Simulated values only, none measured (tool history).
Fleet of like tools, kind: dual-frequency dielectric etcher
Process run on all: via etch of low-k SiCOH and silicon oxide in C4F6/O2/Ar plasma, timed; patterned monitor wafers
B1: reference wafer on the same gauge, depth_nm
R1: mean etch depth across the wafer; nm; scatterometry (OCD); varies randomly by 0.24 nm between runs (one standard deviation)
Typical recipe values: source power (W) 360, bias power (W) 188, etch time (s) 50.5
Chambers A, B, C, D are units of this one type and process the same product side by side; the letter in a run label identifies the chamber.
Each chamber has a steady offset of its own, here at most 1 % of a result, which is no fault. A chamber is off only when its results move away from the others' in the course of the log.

Run 1C, day 0.617: usual settings; B1 161.09. Result: R1 138.170 nm.
Run 2D, day 1.083: usual settings; B1 161.11. Result: R1 138.040 nm.
Run 3A, day 1.404: usual settings; B1 161.10. Result: R1 137.880 nm.
Run 4B, day 2.054: usual settings; B1 161.14. Result: R1 138.910 nm.
Run 5C, day 2.567: usual settings; B1 161.23. Result: R1 138.460 nm.
Run 6B, day 2.967: usual settings; B1 161.22. Result: R1 138.730 nm.
Run 7D, day 3.588: usual settings; B1 161.21. Result: R1 137.850 nm.
Run 8A, day 4.229: usual settings; B1 161.35. Result: R1 137.630 nm.
Run 9C, day 4.696: usual settings; B1 161.41. Result: R1 138.380 nm.
Run 10A, day 5.142: usual settings but bias power (W) 210, etch time (s) 55.0; B1 161.51. Result: R1 156.340 nm.
Run 11D, day 5.567: usual settings but bias power (W) 210, etch time (s) 55.0; B1 161.50. Result: R1 155.800 nm.
Run 12B, day 6.208: usual settings but bias power (W) 210, etch time (s) 55.0; B1 161.58. Result: R1 157.030 nm.
Run 13A, day 6.538: usual settings but bias power (W) 210, etch time (s) 55.0; B1 161.60. Result: R1 155.430 nm.
At day 6.621: chamber B: wet clean of the chamber.
Run 14C, day 7.158: usual settings but source power (W) 280, etch time (s) 40.0; B1 161.61. Result: R1 99.956 nm.
Run 15D, day 7.746: usual settings but source power (W) 280, etch time (s) 40.0; B1 161.70. Result: R1 99.259 nm.
Run 16B, day 8.400: usual settings but source power (W) 280, etch time (s) 40.0; B1 161.72. Result: R1 100.190 nm.
Run 17C, day 8.792: usual settings but source power (W) 280, etch time (s) 40.0; B1 161.82. Result: R1 99.892 nm.
Run 18A, day 9.088: usual settings; B1 161.83. Result: R1 138.080 nm.
Run 19D, day 9.450: usual settings; B1 161.85. Result: R1 138.910 nm.
Run 20B, day 9.858: usual settings but source power (W) 270; B1 161.84. Result: R1 124.930 nm.
Run 21B, day 10.262: usual settings but source power (W) 270; B1 161.94. Result: R1 124.950 nm.
Run 22A, day 10.654: usual settings but source power (W) 270; B1 161.91. Result: R1 124.130 nm.
Run 23C, day 11.142: usual settings but source power (W) 270; B1 161.93. Result: R1 124.260 nm.
Run 24D, day 11.471: usual settings; B1 162.05. Result: R1 138.670 nm.
Run 25D, day 11.871: usual settings but source power (W) 440, bias power (W) 169; B1 162.08. Result: R1 144.840 nm.
Run 26B, day 12.262: usual settings but source power (W) 440, bias power (W) 169; B1 162.06. Result: R1 145.860 nm.
Run 27A, day 12.700: usual settings but source power (W) 440, bias power (W) 169; B1 162.08. Result: R1 144.960 nm.

The same settings go to every chamber for the next run, one line per chamber below. Forecast the results for each:
Run 28A, day 13.188: usual settings. Result: R1 ?.
Run 28B, day 13.188: usual settings. Result: R1 ?.
Run 28C, day 13.188: usual settings. Result: R1 ?.
Run 28D, day 13.188: usual settings. Result: R1 ?.

run       R1
28A  138.470
28B  139.970
28C  138.960
28D  138.490
